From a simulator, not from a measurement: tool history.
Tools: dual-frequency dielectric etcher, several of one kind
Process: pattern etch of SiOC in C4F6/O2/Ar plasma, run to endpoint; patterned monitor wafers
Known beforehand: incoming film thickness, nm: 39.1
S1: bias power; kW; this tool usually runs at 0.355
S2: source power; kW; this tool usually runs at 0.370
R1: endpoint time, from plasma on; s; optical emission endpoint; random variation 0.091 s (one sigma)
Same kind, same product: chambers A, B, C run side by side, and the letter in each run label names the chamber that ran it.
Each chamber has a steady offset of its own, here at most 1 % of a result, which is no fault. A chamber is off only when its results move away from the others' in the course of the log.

run	hour	S1	S2	R1
1A	7.3	0.355	0.370	15.337
2B	18.1	0.355	0.370	15.178
3C	26.0	0.355	0.370	15.194
4B	31.2	0.355	0.370	15.303
5C	41.5	0.294	0.290	17.805
6A	50.3	0.294	0.290	17.821
7A	57.4	0.294	0.290	17.876
8C	68.4	0.355	0.370	15.228
9B	73.6	0.355	0.370	15.425
10B	80.7	0.387	0.370	14.810
11C	89.2	0.387	0.370	14.850
12A	94.7	0.387	0.370	14.726
13C	100.0	0.355	0.370	15.226
14A	108.5	0.355	0.370	15.283
15B	115.3	0.355	0.370	15.465
16A	123.2	0.355	0.370	15.352
17B	133.2	0.407	0.370	14.652
18C	142.6	0.407	0.370	14.345
19A	149.0	0.407	0.370	14.434
20C	157.1	0.355	0.370	15.381
21B	162.2	0.355	0.370	15.435
22A	171.7	0.355	0.370	15.381
23C	176.8	0.323	0.300	17.210
24B	183.4	0.323	0.300	17.509
25B	192.9	0.323	0.300	17.521
26C	197.9	0.355	0.370	15.369
27A	208.4	0.355	0.370	15.328
28A	213.4	0.355	0.370	15.422
29C	218.3	0.355	0.370	15.361
30B	224.8	0.355	0.370	15.640
31B	232.2	0.288	0.370	16.765
32C	237.7	0.288	0.370	16.531
33A	247.6	0.288	0.370	16.453

The same settings go to every chamber for the next run, one line per chamber below. Forecast the results for each:
34A	255.5	0.355	0.370	?
34B	255.5	0.355	0.370	?
34C	255.5	0.355	0.370	?

run	R1
34A	15.394
34B	15.729
34C	15.159

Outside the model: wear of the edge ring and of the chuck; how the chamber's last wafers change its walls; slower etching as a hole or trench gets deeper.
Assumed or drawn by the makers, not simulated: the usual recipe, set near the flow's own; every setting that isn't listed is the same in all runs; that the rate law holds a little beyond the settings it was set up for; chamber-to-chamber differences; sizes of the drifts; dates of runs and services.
